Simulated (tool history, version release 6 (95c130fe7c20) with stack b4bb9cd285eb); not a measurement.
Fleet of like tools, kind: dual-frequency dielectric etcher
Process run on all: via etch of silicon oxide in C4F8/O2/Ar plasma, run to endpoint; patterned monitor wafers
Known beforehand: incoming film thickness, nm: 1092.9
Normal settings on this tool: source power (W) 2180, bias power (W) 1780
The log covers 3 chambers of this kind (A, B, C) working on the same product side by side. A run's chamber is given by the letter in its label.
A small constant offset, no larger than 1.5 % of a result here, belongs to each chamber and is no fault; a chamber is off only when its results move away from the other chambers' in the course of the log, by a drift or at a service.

run     day  source power (W)  bias power (W)  endpoint time (s)
 1A   0.267              2180            1780             213.62
 2B   0.546              2180            1780             219.79
 3C   0.762              2180            1780             215.39
 4A   1.004              2180            1780             212.79
 5B   1.333              2180            1780             220.09
 6C   1.625              2180            1780             216.95
        1.9  -- chamber B: wet clean of the chamber
 7B   2.092              2180            1780             215.55
      2.275  -- chamber C: bias power generator calibrated
 8A   2.521              2180            1780             212.76
 9C     2.9              2180            1780             216.76
10C   3.329              2180            1780             217.39
11B   3.725              2180            1780             216.78
12A   3.979              2180            1780             213.81
13C   4.221              2180            1780             214.81
14B   4.592              2180            1972             213.32
15A   5.071              2180            1972             207.25
16B   5.358              2180            1972             213.01
17A   5.612              2180            1780             214.27
18C   5.988              2180            1780             216.35
19C   6.454              2180            1780             216.21
20A   6.825              2180            1516             223.58
21B   7.292              2180            1516              227.3
22B   7.617              2180            1516             229.03
23C   7.858              2180            1780             216.44
24A   8.254              2180            1780             213.25
25B   8.638              2180            1780             217.66
26A   9.112              2180            1780             214.07
27C    9.35              2350            1493             217.42
28C   9.575              2350            1493             222.08
29B   9.971              2350            1493             222.83
30A  10.438              2180            1780             214.86
31B    10.7              1680            2109             230.93
32C  11.088              1680            2109             230.11
33A  11.546              1680            2109             226.13
     11.771  -- chamber A: source power generator calibrated
34B  11.846              2180            1584             222.58
35A  12.121              2180            1584             219.06
36C  12.346              2180            1584             224.34
37B  12.562              2180            1780             218.29
38C  12.888              2180            1780             217.05
39A  13.279              2180            1780             212.14
40A  13.762              2180            1780             211.82
41C  14.058              2180            1780             217.17
42B  14.429              2180            1780             220.02
43C  14.783              2180            1780             217.17

Is one chamber out of step, is the gauge drifting, or do the chambers differ by no more than their own small offsets? For an off chamber, give its letter and the likeliest cause.

Neither any chamber nor the gauge drifts; the chambers differ only by their own small, steady offsets.
